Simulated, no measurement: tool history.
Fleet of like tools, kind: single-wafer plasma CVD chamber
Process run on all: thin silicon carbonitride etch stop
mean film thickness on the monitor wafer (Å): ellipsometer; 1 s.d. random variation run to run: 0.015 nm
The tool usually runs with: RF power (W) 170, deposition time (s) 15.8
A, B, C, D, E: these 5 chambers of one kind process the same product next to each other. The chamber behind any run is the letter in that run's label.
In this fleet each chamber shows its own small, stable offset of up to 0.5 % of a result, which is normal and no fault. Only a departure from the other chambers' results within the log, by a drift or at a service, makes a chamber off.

run	hour	RF power (W)	deposition time (s)	read-back reference wafer on the same gauge, thickness_nm	mean film thickness on the monitor wafer (Å)
1E	4.9	170	15.8	8.9027	85.758
2A	8.6	170	15.8	8.9034	85.348
3B	12.1	170	15.8	8.9014	85.815
4D	15.2	170	15.8	8.9056	85.943
5C	20.8	170	15.8	8.9071	85.755
6C	26.5	170	15.8	8.9078	85.405
7B	30.4	170	15.8	8.9138	85.797
8A	33.5	170	15.8	8.9136	85.618
9E	38.1	150	15.8	8.9122	82.598
10D	42.3	150	15.8	8.9108	82.633
11C	45.9	150	15.8	8.9120	82.577
12A	51.7	150	15.8	8.9158	82.565
13D	56.2	150	15.8	8.9176	82.935
14E	61.9	170	15.8	8.9225	85.785
15B	66.8	170	15.8	8.9188	86.078
16E	70.5	170	15.8	8.9222	85.783
17B	75.5	170	15.8	8.9272	85.982
18C	80.8	170	15.8	8.9243	85.680
19D	85.0	170	15.8	8.9298	85.811
20A	90.6	170	15.8	8.9295	85.711
21E	95.7	170	15.8	8.9351	85.681
22C	98.7	170	15.8	8.9295	85.674
23B	103.9	170	15.8	8.9326	86.221
24A	107.8	170	15.8	8.9357	85.605
25D	110.8	170	15.8	8.9355	85.955
26B	114.6	170	15.8	8.9336	86.332
27C	119.6	170	15.8	8.9367	85.496
28E	123.7	170	15.8	8.9421	85.841
29A	128.8	170	15.8	8.9429	85.591
30D	132.5	170	15.8	8.9423	86.074
31B	138.5	170	15.8	8.9500	86.371
32C	142.0	170	15.8	8.9468	85.945
33E	144.5	170	15.8	8.9458	85.960
34A	150.4	170	15.8	8.9499	85.538
35D	155.2	170	15.8	8.9511	86.241
36C	159.1	170	15.8	8.9547	86.025
37B	163.8	170	15.8	8.9526	86.417
38D	168.8	170	15.8	8.9532	85.986
39E	173.3	170	15.8	8.9562	86.235
40A	177.9	170	15.8	8.9596	86.013
41A	183.2	170	15.8	8.9588	85.911
42E	187.4	170	15.8	8.9606	86.128
43D	190.8	170	15.8	8.9616	86.445

What goes on in this fleet: one chamber off, a drifting gauge, or nothing beyond the chambers' own small offsets? Name the chamber and the cause, if any.

None of the chambers is off. What moves is the gauge, dragging all their readings along together.
Likeliest cause: gauge reads high (%) = 0.701.
